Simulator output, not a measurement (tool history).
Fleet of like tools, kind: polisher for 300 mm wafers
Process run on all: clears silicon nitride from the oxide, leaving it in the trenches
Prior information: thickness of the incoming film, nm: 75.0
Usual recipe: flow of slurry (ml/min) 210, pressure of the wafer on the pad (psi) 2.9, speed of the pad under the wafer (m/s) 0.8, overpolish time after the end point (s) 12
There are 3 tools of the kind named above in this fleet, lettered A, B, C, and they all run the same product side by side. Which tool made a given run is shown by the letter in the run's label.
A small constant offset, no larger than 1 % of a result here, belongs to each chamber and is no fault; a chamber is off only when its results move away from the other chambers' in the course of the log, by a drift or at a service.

run	day	flow of slurry (ml/min)	pressure of the wafer on the pad (psi)	speed of the pad under the wafer (m/s)	overpolish time after the end point (s)	time until the end point was called (s)
1C	0.304	210	2.9	0.8	12	99.950
2A	0.583	210	2.9	0.8	12	102.510
3B	0.908	210	2.9	0.8	12	100.910
4B	1.196	210	2.9	0.8	12	103.630
# day 1.379: chamber C: worn pad replaced by a new one
5C	1.525	210	2.9	0.8	12	101.650
# day 1.542: chamber A: slurry nozzle cleaned
6A	1.954	280	2.9	0.6	12	132.420
7B	2.379	280	2.9	0.6	12	128.640
# day 2.717: chamber B: worn pad replaced by a new one
8C	2.942	280	2.9	0.6	12	126.750
# day 3.183: chamber C: slurry nozzle cleaned
9A	3.504	210	2.9	0.8	19	101.410
# day 3.792: chamber C: worn pad replaced by a new one
10B	3.883	210	2.9	0.8	19	100.690
11C	4.496	210	2.9	0.8	19	102.070
# day 4.733: chamber A: worn pad replaced by a new one
12A	4.842	210	2.9	0.8	12	99.419
13C	5.367	210	2.9	0.8	12	100.040
14A	5.838	210	2.9	0.8	12	98.063
# day 6.071: chamber C: worn pad replaced by a new one
15B	6.333	210	2.9	0.8	12	100.060
16B	6.654	210	2.9	0.8	12	99.439
17C	7.138	210	2.9	0.8	12	98.356
18A	7.558	210	2.9	0.8	12	100.510
# day 7.583: chamber A: head pressure recalibrated
19A	7.829	210	2.9	0.8	12	101.930
20C	8.142	210	2.9	0.8	12	103.290
# day 8.388: chamber C: worn pad replaced by a new one
# day 8.529: chamber B: worn pad replaced by a new one
21B	8.629	210	2.9	0.8	12	100.520
# day 9.000: chamber A: slurry nozzle cleaned
22B	9.154	210	2.9	0.8	12	98.140
23C	9.508	210	2.9	0.8	12	101.050
24A	9.971	210	2.9	0.8	12	103.380
25A	10.300	210	2.9	0.8	12	98.763
26C	10.817	210	2.9	0.8	12	96.891
# day 11.200: chamber C: worn pad replaced by a new one
27B	11.233	210	2.9	0.8	12	100.120
# day 11.496: chamber A: worn pad replaced by a new one
28B	11.583	210	2.9	0.8	12	101.050
29C	11.900	210	2.9	0.8	12	99.966
30A	12.217	210	2.9	0.8	12	101.370

All chambers now run identical settings, listed one chamber a line with results as question marks. What results will each chamber show?
31A	12.658	210	2.9	0.8	17	?
31B	12.658	210	2.9	0.8	17	?
31C	12.658	210	2.9	0.8	17	?

run	time until the end point was called (s)
31A	101.160
31B	99.343
31C	102.650
